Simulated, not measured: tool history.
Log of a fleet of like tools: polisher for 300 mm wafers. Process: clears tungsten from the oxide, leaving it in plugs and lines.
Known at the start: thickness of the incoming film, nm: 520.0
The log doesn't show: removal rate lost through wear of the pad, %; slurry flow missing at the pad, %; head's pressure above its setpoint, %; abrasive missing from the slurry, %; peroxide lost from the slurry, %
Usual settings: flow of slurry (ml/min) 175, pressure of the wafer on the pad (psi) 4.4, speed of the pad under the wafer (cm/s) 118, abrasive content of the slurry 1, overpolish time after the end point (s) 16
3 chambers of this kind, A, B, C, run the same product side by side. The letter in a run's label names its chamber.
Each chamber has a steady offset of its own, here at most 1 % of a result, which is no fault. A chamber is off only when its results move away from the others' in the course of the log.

| run | hour | flow of slurry (ml/min) | pressure of the wafer on the pad (psi) | speed of the pad under the wafer (cm/s) | abrasive content of the slurry | overpolish time after the end point (s) | wafers polished on this pad | hours since the slurry nozzle was cleaned | hours since the head pressure was calibrated | hours since the slurry blender was calibrated | hours since the slurry got fresh peroxide | time until the end point was called (s) |
|---|---|---|---|---|---|---|---|---|---|---|---|---|
| 1A | 2.4 | 175 | 4.4 | 118 | 1 | 16 | 204 | 124.6 | 708.8 | 40.8 | 79.5 | 91.605 |
|  | 3.0 | chamber B: slurry blender recalibrated |
| 2C | 7.6 | 175 | 4.4 | 118 | 1 | 16 | 286 | 150.2 | 242.4 | 146.6 | 36.9 | 89.604 |
| 3B | 12.6 | 175 | 4.4 | 118 | 1 | 16 | 158 | 816.0 | 445.1 | 9.6 | 110.6 | 92.396 |
| 4C | 17.9 | 175 | 4.4 | 118 | 1 | 16 | 389 | 160.5 | 252.7 | 156.9 | 47.2 | 92.614 |
| 5B | 22.6 | 175 | 4.4 | 118 | 1 | 16 | 259 | 826.0 | 455.1 | 19.6 | 120.6 | 92.590 |
|  | 23.2 | chamber B: head pressure recalibrated |
| 6A | 25.1 | 175 | 4.4 | 118 | 1 | 16 | 433 | 147.3 | 731.5 | 63.5 | 102.2 | 90.575 |
| 7A | 30.1 | 175 | 4.4 | 118 | 1 | 16 | 483 | 152.3 | 736.5 | 68.5 | 107.2 | 91.635 |
| 8B | 33.0 | 175 | 4.4 | 118 | 1 | 16 | 364 | 836.4 | 9.8 | 30.0 | 131.0 | 94.416 |
| 9C | 35.4 | 175 | 4.4 | 118 | 1 | 16 | 566 | 178.0 | 270.2 | 174.4 | 64.7 | 91.213 |
|  | 36.0 | chamber A: head pressure recalibrated |
|  | 37.4 | chamber C: slurry tank refilled with fresh slurry and peroxide |
| 10B | 40.4 | 175 | 4.4 | 118 | 1 | 16 | 438 | 843.8 | 17.2 | 37.4 | 138.4 | 91.431 |
| 11C | 45.6 | 175 | 4.4 | 118 | 1 | 16 | 669 | 188.2 | 280.4 | 184.6 | 8.3 | 91.595 |
| 12A | 48.7 | 175 | 4.4 | 118 | 1 | 16 | 671 | 170.9 | 12.7 | 87.1 | 125.8 | 91.585 |
| 13C | 51.0 | 175 | 4.4 | 118 | 1 | 16 | 723 | 193.6 | 285.8 | 190.0 | 13.7 | 88.930 |
| 14A | 54.7 | 175 | 4.4 | 118 | 1 | 16 | 731 | 176.9 | 18.7 | 93.1 | 131.8 | 95.620 |
|  | 55.8 | chamber A: worn pad replaced by a new one |
|  | 57.4 | chamber B: slurry nozzle cleaned |
| 15B | 58.4 | 175 | 4.4 | 118 | 1 | 16 | 620 | 1.0 | 35.2 | 55.4 | 156.4 | 91.956 |
| 16C | 62.6 | 175 | 4.4 | 118 | 1 | 16 | 840 | 205.2 | 297.4 | 201.6 | 25.3 | 89.744 |
| 17B | 65.2 | 175 | 4.4 | 118 | 1 | 16 | 688 | 7.8 | 42.0 | 62.2 | 163.2 | 90.018 |
| 18A | 70.2 | 175 | 4.4 | 118 | 1 | 16 | 145 | 192.4 | 34.2 | 108.6 | 147.3 | 95.404 |
| 19A | 73.5 | 175 | 4.4 | 118 | 1 | 16 | 178 | 195.7 | 37.5 | 111.9 | 150.6 | 94.099 |
| 20B | 76.5 | 175 | 4.4 | 118 | 1 | 16 | 802 | 19.1 | 53.3 | 73.5 | 174.5 | 90.851 |
| 21C | 79.8 | 175 | 4.4 | 118 | 1 | 11 | 1013 | 222.4 | 314.6 | 218.8 | 42.5 | 92.380 |
| 22C | 84.1 | 175 | 4.4 | 118 | 1 | 11 | 1057 | 226.7 | 318.9 | 223.1 | 46.8 | 90.235 |
| 23A | 87.7 | 175 | 4.4 | 118 | 1 | 11 | 321 | 209.9 | 51.7 | 126.1 | 164.8 | 95.893 |
| 24B | 91.7 | 175 | 4.4 | 118 | 1 | 16 | 955 | 34.3 | 68.5 | 88.7 | 189.7 | 89.328 |
|  | 93.2 | chamber B: slurry tank refilled with fresh slurry and peroxide |
| 25B | 97.0 | 175 | 4.4 | 118 | 1 | 16 | 1009 | 39.6 | 73.8 | 94.0 | 3.9 | 91.454 |
| 26A | 100.9 | 175 | 4.4 | 118 | 1 | 16 | 454 | 223.1 | 64.9 | 139.3 | 178.0 | 96.831 |
| 27C | 104.6 | 175 | 4.4 | 118 | 1 | 16 | 1264 | 247.2 | 339.4 | 243.6 | 67.3 | 90.517 |
| 28C | 109.4 | 175 | 4.4 | 118 | 1 | 16 | 1312 | 252.0 | 344.2 | 248.4 | 72.1 | 89.360 |
| 29A | 114.6 | 175 | 4.4 | 118 | 1 | 16 | 592 | 236.8 | 78.6 | 153.0 | 191.7 | 102.150 |

Next, every chamber runs the same settings. What will each give?
| 30A | 118.4 | 175 | 4.4 | 118 | 1 | 16 |  |  |  |  |  | ? |
| 30B | 118.4 | 175 | 4.4 | 118 | 1 | 16 |  |  |  |  |  | ? |
| 30C | 118.4 | 175 | 4.4 | 118 | 1 | 16 |  |  |  |  |  | ? |

| run | time until the end point was called (s) |
|---|---|
| 30A | 101.700 |
| 30B | 90.832 |
| 30C | 89.843 |
